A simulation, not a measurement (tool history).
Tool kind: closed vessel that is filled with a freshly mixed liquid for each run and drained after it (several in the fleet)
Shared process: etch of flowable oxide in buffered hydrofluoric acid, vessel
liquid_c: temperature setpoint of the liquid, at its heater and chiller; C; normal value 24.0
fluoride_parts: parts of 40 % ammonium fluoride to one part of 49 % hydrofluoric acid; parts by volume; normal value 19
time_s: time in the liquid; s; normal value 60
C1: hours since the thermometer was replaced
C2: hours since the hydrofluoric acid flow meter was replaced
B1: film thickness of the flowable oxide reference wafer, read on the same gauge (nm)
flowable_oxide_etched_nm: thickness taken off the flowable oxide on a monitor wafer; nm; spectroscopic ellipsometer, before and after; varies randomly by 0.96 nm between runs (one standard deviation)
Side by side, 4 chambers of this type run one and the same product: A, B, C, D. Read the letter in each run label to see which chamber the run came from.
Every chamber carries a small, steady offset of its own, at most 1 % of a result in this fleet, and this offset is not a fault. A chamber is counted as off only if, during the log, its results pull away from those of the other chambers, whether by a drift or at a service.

run 1D hour=3.8 | liquid_c=24.0 fluoride_parts=19 time_s=60 | C1=1375.0 C2=317.6 | B1=150.00 | flowable_oxide_etched_nm=108.830
run 2A hour=7.5 | liquid_c=24.0 fluoride_parts=19 time_s=60 | C1=1898.5 C2=616.4 | B1=150.01 | flowable_oxide_etched_nm=106.910
run 3B hour=12.1 | liquid_c=24.0 fluoride_parts=19 time_s=60 | C1=1713.4 C2=1250.4 | B1=149.98 | flowable_oxide_etched_nm=106.830
run 4C hour=16.9 | liquid_c=24.0 fluoride_parts=19 time_s=60 | C1=228.9 C2=209.6 | B1=150.02 | flowable_oxide_etched_nm=108.480
run 5B hour=21.1 | liquid_c=24.0 fluoride_parts=23 time_s=60 | C1=1722.4 C2=1259.4 | B1=150.01 | flowable_oxide_etched_nm=91.543
run 6D hour=26.5 | liquid_c=24.0 fluoride_parts=23 time_s=60 | C1=1397.7 C2=340.3 | B1=150.03 | flowable_oxide_etched_nm=93.407
run 7C hour=31.2 | liquid_c=24.0 fluoride_parts=23 time_s=60 | C1=243.2 C2=223.9 | B1=150.00 | flowable_oxide_etched_nm=94.193
run 8A hour=34.9 | liquid_c=24.0 fluoride_parts=23 time_s=60 | C1=1925.9 C2=643.8 | B1=150.06 | flowable_oxide_etched_nm=92.572
run 9B hour=42.0 | liquid_c=28.5 fluoride_parts=19 time_s=60 | C1=1743.3 C2=1280.3 | B1=150.02 | flowable_oxide_etched_nm=136.190
run 10C hour=47.2 | liquid_c=28.5 fluoride_parts=19 time_s=60 | C1=259.2 C2=239.9 | B1=149.97 | flowable_oxide_etched_nm=137.300
run 11A hour=54.4 | liquid_c=28.5 fluoride_parts=19 time_s=60 | C1=1945.4 C2=663.3 | B1=149.99 | flowable_oxide_etched_nm=136.870
run 12D hour=60.1 | liquid_c=28.5 fluoride_parts=19 time_s=60 | C1=1431.3 C2=373.9 | B1=149.99 | flowable_oxide_etched_nm=134.460
run 13B hour=65.6 | liquid_c=24.0 fluoride_parts=19 time_s=60 | C1=1766.9 C2=1303.9 | B1=149.98 | flowable_oxide_etched_nm=105.910
run 14A hour=70.5 | liquid_c=24.0 fluoride_parts=19 time_s=60 | C1=1961.5 C2=679.4 | B1=150.02 | flowable_oxide_etched_nm=110.410
run 15D hour=75.7 | liquid_c=24.0 fluoride_parts=19 time_s=60 | C1=1446.9 C2=389.5 | B1=150.03 | flowable_oxide_etched_nm=104.170
run 16C hour=82.9 | liquid_c=24.0 fluoride_parts=19 time_s=60 | C1=294.9 C2=275.6 | B1=149.98 | flowable_oxide_etched_nm=108.130
run 17D hour=90.5 | liquid_c=24.0 fluoride_parts=19 time_s=60 | C1=1461.7 C2=404.3 | B1=150.03 | flowable_oxide_etched_nm=102.910
run 18C hour=95.9 | liquid_c=24.0 fluoride_parts=19 time_s=60 | C1=307.9 C2=288.6 | B1=150.00 | flowable_oxide_etched_nm=107.440
run 19B hour=100.1 | liquid_c=24.0 fluoride_parts=19 time_s=60 | C1=1801.4 C2=1338.4 | B1=150.02 | flowable_oxide_etched_nm=107.410
run 20A hour=106.9 | liquid_c=26.0 fluoride_parts=19 time_s=35 | C1=1997.9 C2=715.8 | B1=149.99 | flowable_oxide_etched_nm=69.790
run 21B hour=112.1 | liquid_c=26.0 fluoride_parts=19 time_s=35 | C1=1813.4 C2=1350.4 | B1=149.99 | flowable_oxide_etched_nm=69.741
run 22C hour=116.5 | liquid_c=26.0 fluoride_parts=19 time_s=35 | C1=328.5 C2=309.2 | B1=150.01 | flowable_oxide_etched_nm=70.704
run 23D hour=121.9 | liquid_c=26.0 fluoride_parts=19 time_s=35 | C1=1493.1 C2=435.7 | B1=150.00 | flowable_oxide_etched_nm=67.078
run 24A hour=129.7 | liquid_c=24.0 fluoride_parts=19 time_s=60 | C1=2020.7 C2=738.6 | B1=150.01 | flowable_oxide_etched_nm=106.730
run 25D hour=135.5 | liquid_c=24.0 fluoride_parts=19 time_s=60 | C1=1506.7 C2=449.3 | B1=150.00 | flowable_oxide_etched_nm=99.696
run 26A hour=142.8 | liquid_c=24.0 fluoride_parts=19 time_s=60 | C1=2033.8 C2=751.7 | B1=150.03 | flowable_oxide_etched_nm=108.360
run 27C hour=150.1 | liquid_c=24.0 fluoride_parts=19 time_s=60 | C1=362.1 C2=342.8 | B1=150.00 | flowable_oxide_etched_nm=106.890
run 28B hour=156.8 | liquid_c=24.0 fluoride_parts=19 time_s=60 | C1=1858.1 C2=1395.1 | B1=150.03 | flowable_oxide_etched_nm=106.040
run 29D hour=161.1 | liquid_c=24.0 fluoride_parts=19 time_s=60 | C1=1532.3 C2=474.9 | B1=149.98 | flowable_oxide_etched_nm=98.356
run 30C hour=165.1 | liquid_c=24.0 fluoride_parts=19 time_s=60 | C1=377.1 C2=357.8 | B1=149.98 | flowable_oxide_etched_nm=106.970
run 31B hour=172.4 | liquid_c=24.0 fluoride_parts=19 time_s=60 | C1=1873.7 C2=1410.7 | B1=149.98 | flowable_oxide_etched_nm=105.990
run 32A hour=177.9 | liquid_c=24.0 fluoride_parts=19 time_s=60 | C1=2068.9 C2=786.8 | B1=149.96 | flowable_oxide_etched_nm=108.220

Is one chamber out of step, is the gauge drifting, or do the chambers differ by no more than their own small offsets? For an off chamber, give its letter and the likeliest cause.

Little by little, chamber D moves away from the other chambers.
Most likely cause: liquid colder than its thermometer reads (K) = 2.16.
The log may not separate it from: hydrofluoric acid flow below the setpoint (%).

Here are 4 candidates for chamber D's next run, each the usual settings with a change, their results left as question marks. Which one brings its results back in line with what the others give on the usual settings?
Counts as in line when no further than this from what the other chambers average on the usual settings: flowable_oxide_etched_nm 3.300 nm
run 33D-1 hour=183.6 | liquid_c=25.0 fluoride_parts=16.5 time_s=60 | flowable_oxide_etched_nm=?
run 33D-2 hour=183.6 | liquid_c=24.0 fluoride_parts=19.5 time_s=55 | flowable_oxide_etched_nm=?
run 33D-3 hour=183.6 | liquid_c=24.0 fluoride_parts=18.5 time_s=65 | flowable_oxide_etched_nm=?
run 33D-4 hour=183.6 | liquid_c=24.0 fluoride_parts=19.0 time_s=50 | flowable_oxide_etched_nm=?

Usual-settings mean across the other chambers: flowable_oxide_etched_nm 107.280 nm
run=33D-1 flowable_oxide_etched_nm=115.560
run=33D-2 flowable_oxide_etched_nm=84.685
run=33D-3 flowable_oxide_etched_nm=105.510
run=33D-4 flowable_oxide_etched_nm=79.018
It is 33D-3 that realigns the chamber with its peers.
